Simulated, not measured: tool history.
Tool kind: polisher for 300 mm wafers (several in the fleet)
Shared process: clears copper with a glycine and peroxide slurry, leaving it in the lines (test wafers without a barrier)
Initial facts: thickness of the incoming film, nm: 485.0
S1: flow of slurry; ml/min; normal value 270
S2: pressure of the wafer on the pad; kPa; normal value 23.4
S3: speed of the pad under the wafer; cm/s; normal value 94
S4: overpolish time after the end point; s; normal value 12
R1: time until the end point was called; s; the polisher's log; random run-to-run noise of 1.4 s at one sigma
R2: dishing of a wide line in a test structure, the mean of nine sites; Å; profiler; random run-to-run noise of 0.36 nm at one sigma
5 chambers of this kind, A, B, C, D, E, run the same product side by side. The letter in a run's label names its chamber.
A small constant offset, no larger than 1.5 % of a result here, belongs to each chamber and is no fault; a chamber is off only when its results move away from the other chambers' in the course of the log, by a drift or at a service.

run	hour	S1	S2	S3	S4	R1	R2
1A	11.4	270	23.4	94	12	75.586	351.75
2D	19.2	270	23.4	94	12	75.122	348.34
# hour 22.2: chamber B: worn pad replaced by a new one
3B	34.3	270	23.4	94	12	73.122	346.61
4C	43	270	23.4	94	12	75.585	347.97
# hour 45.8: chamber D: worn pad replaced by a new one
# hour 46.3: chamber A: slurry nozzle cleaned
5E	52.1	270	23.4	94	12	76.644	344.03
# hour 59.9: chamber C: worn pad replaced by a new one
# hour 61.8: chamber A: worn pad replaced by a new one
6D	65.1	270	23.4	124	17	58.668	430.8
7E	77.2	270	23.4	124	17	58.176	423.02
# hour 79.4: chamber B: head pressure recalibrated
8B	92.9	270	23.4	124	17	57.162	419.93
9A	104.5	270	23.4	124	17	57.733	434.3
# hour 105.9: chamber E: worn pad replaced by a new one
# hour 109.5: chamber D: slurry nozzle cleaned
# hour 110.1: chamber C: slurry nozzle cleaned
10C	114.4	270	23.4	124	17	59.563	419.56
11D	129.7	270	23.4	94	12	76.424	352.29
12A	146	270	23.4	94	12	74.44	345.63
13C	157.6	270	23.4	94	12	74.895	353.33
14E	168.7	270	23.4	94	12	76.008	351.84
# hour 176.5: chamber D: worn pad replaced by a new one
# hour 182.7: chamber A: worn pad replaced by a new one
15B	185.4	270	23.4	78	12	87.199	329.97
16E	197.5	270	23.4	78	12	87.459	326.72
17B	206.3	270	23.4	78	12	87.269	323.95
18C	217.3	270	23.4	78	12	88.428	331.89
# hour 218.4: chamber B: worn pad replaced by a new one
19A	226.9	270	23.4	78	12	88.934	326.88
# hour 227.3: chamber E: head pressure recalibrated
20D	239.3	270	23.4	94	12	73.55	349.15
# hour 246.1: chamber E: worn pad replaced by a new one
21B	252	270	23.4	94	12	73.557	346.9
22C	263.5	270	23.4	94	12	77.776	349.6
23D	277.1	270	23.4	94	12	79.334	352.89
# hour 283.5: chamber D: worn pad replaced by a new one
24E	292.6	270	23.4	94	6	75.821	231.09
# hour 301.5: chamber A: worn pad replaced by a new one
25A	302.1	270	23.4	94	6	77.515	227.15
# hour 304.2: chamber B: slurry nozzle cleaned
# hour 314.3: chamber C: worn pad replaced by a new one
26E	317.7	270	23.4	94	6	77.422	226.56
27C	332.4	270	23.4	94	6	74.051	225.78
28B	345.9	270	23.4	94	6	73.423	230.08
# hour 350.4: chamber D: head pressure recalibrated
29D	354.1	270	23.4	94	12	75.139	352.09
# hour 364.6: chamber C: slurry nozzle cleaned
30A	370.2	270	23.4	94	12	74.095	350.09
# hour 380.4: chamber E: worn pad replaced by a new one
31C	380.7	270	23.4	94	12	77.275	346.2
# hour 386.7: chamber E: slurry nozzle cleaned
32E	390.8	270	31	94	8	59.077	317.99
33A	405.5	270	31	94	8	57.813	319.04
# hour 408.1: chamber D: worn pad replaced by a new one
34D	416.9	270	31	94	8	57.873	317.72
# hour 423.9: chamber B: worn pad replaced by a new one
35B	433.5	270	31	94	8	57.845	313.04
36E	443.1	270	31	94	8	60.01	320.63
37B	455.7	270	23.4	104	9	66.026	308.01

What goes on in this fleet: one chamber off, a drifting gauge, or nothing beyond the chambers' own small offsets? Name the chamber and the cause, if any.

The fleet is healthy, with each chamber sitting at its usual small offset and no drift in the gauge.
